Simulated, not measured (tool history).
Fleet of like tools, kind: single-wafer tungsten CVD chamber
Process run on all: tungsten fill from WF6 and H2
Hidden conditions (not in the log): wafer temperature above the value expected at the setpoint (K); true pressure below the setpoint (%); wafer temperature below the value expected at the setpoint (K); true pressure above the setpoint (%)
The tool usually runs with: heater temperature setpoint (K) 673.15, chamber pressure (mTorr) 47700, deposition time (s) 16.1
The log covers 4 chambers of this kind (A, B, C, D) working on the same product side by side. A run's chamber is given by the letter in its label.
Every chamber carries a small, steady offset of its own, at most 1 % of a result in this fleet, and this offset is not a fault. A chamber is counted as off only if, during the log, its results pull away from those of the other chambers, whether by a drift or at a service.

run	hour	heater temperature setpoint (K)	chamber pressure (mTorr)	deposition time (s)	hours since the last thermocouple change	hours since the last manometer calibration	read-back reference wafer on the same gauge, thickness_nm	mean film thickness on the monitor wafer (nm)
1B	8.3	673.15	47700	16.1	686.7	471.2	50.237	57.232
2A	15.2	673.15	47700	16.1	1040.2	902.5	50.196	57.542
3C	26.5	673.15	47700	16.1	443	465.7	50.219	57.78
4D	34.8	673.15	47700	16.1	1340.2	786.8	50.158	57.477
5C	42.6	673.15	47700	16.1	459.1	481.8	50.221	58.304
6B	51.8	673.15	47700	16.1	730.2	514.7	50.188	57.899
7A	57.1	673.15	47700	16.1	1082.1	944.4	50.179	57.527
8D	62.3	673.15	47700	16.1	1367.7	814.3	50.221	58.472
9D	69.7	668.15	52100	16.1	1375.1	821.7	50.204	54.9
10B	76.4	668.15	52100	16.1	754.8	539.3	50.234	54.916
11A	85	668.15	52100	16.1	1110	972.3	50.246	55.161
12C	91.2	668.15	52100	16.1	507.7	530.4	50.172	54.019
13D	99.1	673.15	47700	16.1	1404.5	851.1	50.182	58.691
14A	109.2	673.15	47700	16.1	1134.2	996.5	50.262	57.266
15C	115.4	673.15	47700	16.1	531.9	554.6	50.202	57.442
16B	124.2	673.15	47700	16.1	802.6	587.1	50.174	56.266
17B	130.1	673.15	47700	16.1	808.5	593	50.227	56.776
18C	141.3	673.15	47700	16.1	557.8	580.5	50.187	57.532
19A	152.4	673.15	47700	16.1	1177.4	1039.7	50.217	57.514
20D	163.4	673.15	47700	16.1	1468.8	915.4	50.188	57.959
21B	174	673.15	47700	16.1	852.4	636.9	50.146	55.179
22D	183	673.15	47700	16.1	1488.4	935	50.189	58.462
23C	192.6	673.15	47700	16.1	609.1	631.8	50.289	57.38
24A	202.5	673.15	47700	16.1	1227.5	1089.8	50.195	58.059
25C	213.5	673.15	47700	16.1	630	652.7	50.24	57.533
26A	222.4	673.15	47700	16.1	1247.4	1109.7	50.297	58.001
27D	227.9	673.15	47700	16.1	1533.3	979.9	50.161	57.979
28B	237.9	673.15	47700	16.1	916.3	700.8	50.235	54.857
29B	244.7	673.15	47700	16.1	923.1	707.6	50.174	53.989
30A	251.1	673.15	47700	16.1	1276.1	1138.4	50.195	56.967
31D	256.7	673.15	47700	16.1	1562.1	1008.7	50.266	57.998

Is one chamber out of step, is the gauge drifting, or do the chambers differ by no more than their own small offsets? For an off chamber, give its letter and the likeliest cause.

It is chamber B that slowly wanders off from its peers.
What lies behind it: wafer temperature below the value expected at the setpoint (K) = 3.66.

Below are 4 candidate recipes for chamber B's next run, each the usual settings with a change, their results shown as question marks. Which of them brings B's results back in line with what the other chambers give on the usual settings?
Allowed miss from the other chambers' usual-settings mean, per result, to count as in line: mean film thickness on the monitor wafer (nm) 1.2
32B-1	265	673.15	47700	15				?
32B-2	265	672.15	47500	16				?
32B-3	265	674.15	47900	16.2				?
32B-4	265	677.15	47700	16.1				?

Average result of the remaining chambers running the usual settings: mean film thickness on the monitor wafer (nm) 57.732
run	mean film thickness on the monitor wafer (nm)
32B-1	50.078
32B-2	52.344
32B-3	55.222
32B-4	57.883
With 32B-4, the chamber falls back in line with the rest.
